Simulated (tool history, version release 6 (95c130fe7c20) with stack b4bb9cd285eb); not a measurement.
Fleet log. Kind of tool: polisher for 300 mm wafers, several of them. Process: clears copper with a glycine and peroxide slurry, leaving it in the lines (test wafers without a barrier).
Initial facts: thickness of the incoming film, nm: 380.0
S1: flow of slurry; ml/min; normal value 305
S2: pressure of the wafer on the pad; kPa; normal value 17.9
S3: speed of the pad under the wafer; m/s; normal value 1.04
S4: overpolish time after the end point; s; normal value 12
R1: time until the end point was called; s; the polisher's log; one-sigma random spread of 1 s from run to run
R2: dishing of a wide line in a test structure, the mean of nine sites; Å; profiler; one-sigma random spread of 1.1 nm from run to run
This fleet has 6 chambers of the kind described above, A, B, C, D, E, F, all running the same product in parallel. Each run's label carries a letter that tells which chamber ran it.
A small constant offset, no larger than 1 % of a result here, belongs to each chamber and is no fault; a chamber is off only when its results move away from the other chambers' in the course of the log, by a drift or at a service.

run	hour	S1	S2	S3	S4	R1	R2
# hour 1.8: chamber B: worn pad replaced by a new one
1B	15.8	305	17.9	1.04	12	70.434	474.79
2A	26.4	305	17.9	1.04	12	69.904	469.72
# hour 33.9: chamber C: worn pad replaced by a new one
# hour 36: chamber A: worn pad replaced by a new one
3F	42.1	305	17.9	1.04	12	71.24	452.22
4E	56.8	305	17.9	1.04	12	73.086	457
5C	71.8	305	17.9	1.04	12	70.554	460.05
6D	86.1	305	17.9	1.04	12	70.158	460.62
7A	98.2	305	17.9	1.04	12	67.435	474.16
# hour 100.6: chamber D: worn pad replaced by a new one
8C	105.8	305	17.9	1.04	12	70.535	446.36
9B	115.7	305	13.1	1.32	12	73.932	410.17
# hour 116: chamber E: worn pad replaced by a new one
# hour 126.4: chamber B: worn pad replaced by a new one
10E	130.8	305	13.1	1.32	12	74.306	421.67
# hour 135.4: chamber C: worn pad replaced by a new one
# hour 137.4: chamber A: worn pad replaced by a new one
11D	142.8	305	13.1	1.32	12	76.003	425.6
# hour 151: chamber C: slurry nozzle cleaned
# hour 154.3: chamber D: head pressure recalibrated
12F	155.8	305	13.1	1.32	12	76.129	401.19
13B	165.9	305	13.1	1.32	12	73.7	431.2
14D	181.8	305	13.1	1.32	12	74.329	415.29
15C	189.6	305	15.9	1.04	8	77.779	295.19
# hour 201.4: chamber E: slurry nozzle cleaned
16A	202.4	305	15.9	1.04	8	75.718	295.09
17E	211.2	305	15.9	1.04	8	78.265	291.55
18F	226.4	305	15.9	1.04	8	80.324	280.24
# hour 232: chamber C: head pressure recalibrated
# hour 233.3: chamber B: worn pad replaced by a new one
19C	234.4	305	15.9	1.04	8	77.753	284.18
# hour 234.7: chamber C: worn pad replaced by a new one
# hour 239.6: chamber D: worn pad replaced by a new one
# hour 243.3: chamber E: worn pad replaced by a new one
20A	247.2	305	15.9	1.04	8	77.998	294.77
# hour 249.3: chamber A: worn pad replaced by a new one
21E	262.7	305	17.9	1.04	12	68.61	456.58
# hour 268.5: chamber F: slurry nozzle cleaned
22D	276.3	305	17.9	1.04	12	70.894	453.48
23F	286.5	305	17.9	1.04	12	71.748	418.36
24B	294.6	305	17.9	1.04	12	70.725	445.88
25A	302.1	305	17.9	1.04	12	68.639	467.09
26E	317.7	305	17.9	1.04	12	71.906	476.42
# hour 320.3: chamber C: worn pad replaced by a new one
27D	328.4	305	17.9	1.04	12	69.257	457.95
# hour 336.7: chamber E: head pressure recalibrated
28B	342.1	305	17.9	1.04	12	71.712	447.52
# hour 355.3: chamber A: worn pad replaced by a new one
29F	357.6	305	17.9	1.04	12	74.21	435.88
# hour 361.5: chamber B: worn pad replaced by a new one
30C	368.3	305	17.9	1.04	12	67.433	455.01
31B	379.4	305	17.9	1.04	12	70.944	428.47
# hour 384.7: chamber D: worn pad replaced by a new one
32D	390.1	305	17.9	0.9	12	78.888	429.66
# hour 400.8: chamber E: worn pad replaced by a new one
# hour 402.1: chamber B: slurry nozzle cleaned
33E	403.1	305	17.9	0.9	12	80.871	411.73
34F	413.6	305	17.9	0.9	12	85.909	382.87
35C	422.5	305	17.9	0.9	12	80.408	412.19
# hour 429.1: chamber C: worn pad replaced by a new one
36A	433.3	305	17.9	0.9	12	79.379	429.21
37B	441.1	305	17.9	0.9	12	79.522	425.66
# hour 441.5: chamber A: worn pad replaced by a new one
38D	449.8	305	17.9	1.04	12	70.453	460.08
39C	462.1	225	17.9	1.22	12	64.091	510.18
40F	475.9	225	17.9	1.22	12	70.348	472.67
41A	486	225	17.9	1.22	12	62.237	497.32
42E	497.5	225	17.9	1.22	12	65.897	491.8

For the next run the whole fleet of 6 chambers uses the same settings. Give each chamber's results:
43A	508.9	305	17.9	1.04	19	?	?
43B	508.9	305	17.9	1.04	19	?	?
43C	508.9	305	17.9	1.04	19	?	?
43D	508.9	305	17.9	1.04	19	?	?
43E	508.9	305	17.9	1.04	19	?	?
43F	508.9	305	17.9	1.04	19	?	?

run	R1	R2
43A	69.11	662.55
43B	70.501	668.36
43C	68.716	657.9
43D	71.253	687.59
43E	70.699	658.46
43F	77.391	631.41
